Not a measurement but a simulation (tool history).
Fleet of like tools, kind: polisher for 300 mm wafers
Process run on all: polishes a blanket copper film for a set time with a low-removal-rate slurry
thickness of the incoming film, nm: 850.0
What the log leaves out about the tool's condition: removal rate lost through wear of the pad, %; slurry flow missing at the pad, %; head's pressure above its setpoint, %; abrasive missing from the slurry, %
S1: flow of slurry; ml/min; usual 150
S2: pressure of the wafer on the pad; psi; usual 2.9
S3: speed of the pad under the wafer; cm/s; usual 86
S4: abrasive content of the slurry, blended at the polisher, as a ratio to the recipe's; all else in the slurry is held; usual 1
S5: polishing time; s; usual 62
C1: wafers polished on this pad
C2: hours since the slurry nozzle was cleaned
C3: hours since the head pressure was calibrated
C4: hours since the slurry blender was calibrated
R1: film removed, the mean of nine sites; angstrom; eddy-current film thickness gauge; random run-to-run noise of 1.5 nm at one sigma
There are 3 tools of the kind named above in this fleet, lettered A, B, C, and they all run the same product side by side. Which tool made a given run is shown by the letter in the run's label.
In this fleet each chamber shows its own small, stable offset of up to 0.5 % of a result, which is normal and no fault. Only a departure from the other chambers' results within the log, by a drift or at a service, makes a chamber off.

Run 1C, hour 5.7: usual settings; C1 936; C2 450.1; C3 486.5; C4 107.3. Result: R1 1701.2 angstrom.
Run 2B, hour 11.2: usual settings; C1 656; C2 177.5; C3 544.9; C4 256.7. Result: R1 1728.1 angstrom.
At hour 15.8: chamber A: worn pad replaced by a new one.
Run 3A, hour 18.9: usual settings; C1 36; C2 340.1; C3 177.1; C4 121.7. Result: R1 1711.4 angstrom.
Run 4C, hour 26.2: usual settings; C1 1174; C2 470.6; C3 507; C4 127.8. Result: R1 1697.4 angstrom.
At hour 28.7: chamber C: worn pad replaced by a new one.
Run 5A, hour 33.5: usual settings; C1 206; C2 354.7; C3 191.7; C4 136.3. Result: R1 1744.7 angstrom.
Run 6B, hour 42.7: usual settings; C1 1023; C2 209; C3 576.4; C4 288.2. Result: R1 1701.7 angstrom.
At hour 48.2: chamber B: worn pad replaced by a new one.
Run 7B, hour 48.4: usual settings; C1 2; C2 214.7; C3 582.1; C4 293.9. Result: R1 1722.6 angstrom.
Run 8A, hour 57.2: usual settings; C1 481; C2 378.4; C3 215.4; C4 160. Result: R1 1724.9 angstrom.
Run 9C, hour 66.4: usual settings; C1 439; C2 510.8; C3 547.2; C4 168. Result: R1 1694 angstrom.
Run 10B, hour 71.3: usual settings; C1 269; C2 237.6; C3 605; C4 316.8. Result: R1 1731.2 angstrom.
Run 11C, hour 80.3: usual settings; C1 600; C2 524.7; C3 561.1; C4 181.9. Result: R1 1722.7 angstrom.
Run 12A, hour 86.2: usual settings; C1 819; C2 407.4; C3 244.4; C4 189. Result: R1 1730.2 angstrom.
Run 13A, hour 94.1: usual settings; C1 911; C2 415.3; C3 252.3; C4 196.9. Result: R1 1736.4 angstrom.
At hour 97.9: chamber A: worn pad replaced by a new one.
Run 14B, hour 99.9: usual settings; C1 601; C2 266.2; C3 633.6; C4 345.4. Result: R1 1710.8 angstrom.
At hour 100.2: chamber A: slurry blender recalibrated.
Run 15C, hour 108.7: usual settings but S4 1.2; C1 931; C2 553.1; C3 589.5; C4 210.3. Result: R1 1788.4 angstrom.
Run 16A, hour 113.1: usual settings but S4 1.2; C1 177; C2 434.3; C3 271.3; C4 13. Result: R1 1765.9 angstrom.
Run 17B, hour 121.3: usual settings but S4 1.2; C1 850; C2 287.6; C3 655; C4 366.8. Result: R1 1721 angstrom.
Run 18C, hour 130.9: usual settings; C1 1189; C2 575.3; C3 611.7; C4 232.5. Result: R1 1713.4 angstrom.
At hour 131.7: chamber C: worn pad replaced by a new one.
At hour 136.9: chamber B: worn pad replaced by a new one.
Run 19C, hour 138.9: usual settings; C1 84; C2 583.3; C3 619.7; C4 240.5. Result: R1 1719.4 angstrom.
Run 20B, hour 146.9: usual settings; C1 116; C2 313.2; C3 680.6; C4 392.4. Result: R1 1669.2 angstrom.
Run 21A, hour 155.6: usual settings; C1 672; C2 476.8; C3 313.8; C4 55.5. Result: R1 1706 angstrom.
Run 22A, hour 165.2: usual settings; C1 783; C2 486.4; C3 323.4; C4 65.1. Result: R1 1732.1 angstrom.
At hour 165.9: chamber A: head pressure recalibrated.
At hour 166.7: chamber B: slurry blender recalibrated.
Run 23C, hour 172.2: usual settings; C1 471; C2 616.6; C3 653; C4 273.8. Result: R1 1718 angstrom.
At hour 178.3: chamber A: worn pad replaced by a new one.
Run 24B, hour 181.8: usual settings but S4 1.25; C1 522; C2 348.1; C3 715.5; C4 15.1. Result: R1 1717.1 angstrom.
Run 25C, hour 191.4: usual settings but S4 1.25; C1 695; C2 635.8; C3 672.2; C4 293. Result: R1 1779.6 angstrom.
Run 26A, hour 196.6: usual settings but S4 1.25; C1 213; C2 517.8; C3 30.7; C4 96.5. Result: R1 1804.7 angstrom.
Run 27B, hour 201.4: usual settings; C1 750; C2 367.7; C3 735.1; C4 34.7. Result: R1 1614 angstrom.
Run 28A, hour 208.5: usual settings but S1 175 ml/min; C1 352; C2 529.7; C3 42.6; C4 108.4. Result: R1 1750.7 angstrom.
At hour 212.2: chamber C: slurry nozzle cleaned.
Run 29B, hour 216.6: usual settings but S1 175 ml/min; C1 927; C2 382.9; C3 750.3; C4 49.9. Result: R1 1627.5 angstrom.
Run 30C, hour 224.2: usual settings but S1 175 ml/min; C1 1076; C2 12; C3 705; C4 325.8. Result: R1 1748.3 angstrom.
Run 31C, hour 231: usual settings; C1 1155; C2 18.8; C3 711.8; C4 332.6. Result: R1 1717.9 angstrom.
Run 32A, hour 235.2: usual settings; C1 662; C2 556.4; C3 69.3; C4 135.1. Result: R1 1725 angstrom.

All chambers now run identical settings, listed one chamber a line with results as question marks. What results will each chamber show?
Run 33A, hour 242.2: usual settings but S4 1.2. Result: R1 ?.
Run 33B, hour 242.2: usual settings but S4 1.2. Result: R1 ?.
Run 33C, hour 242.2: usual settings but S4 1.2. Result: R1 ?.

run      R1
33A  1801.5
33B  1585.3
33C  1786.3
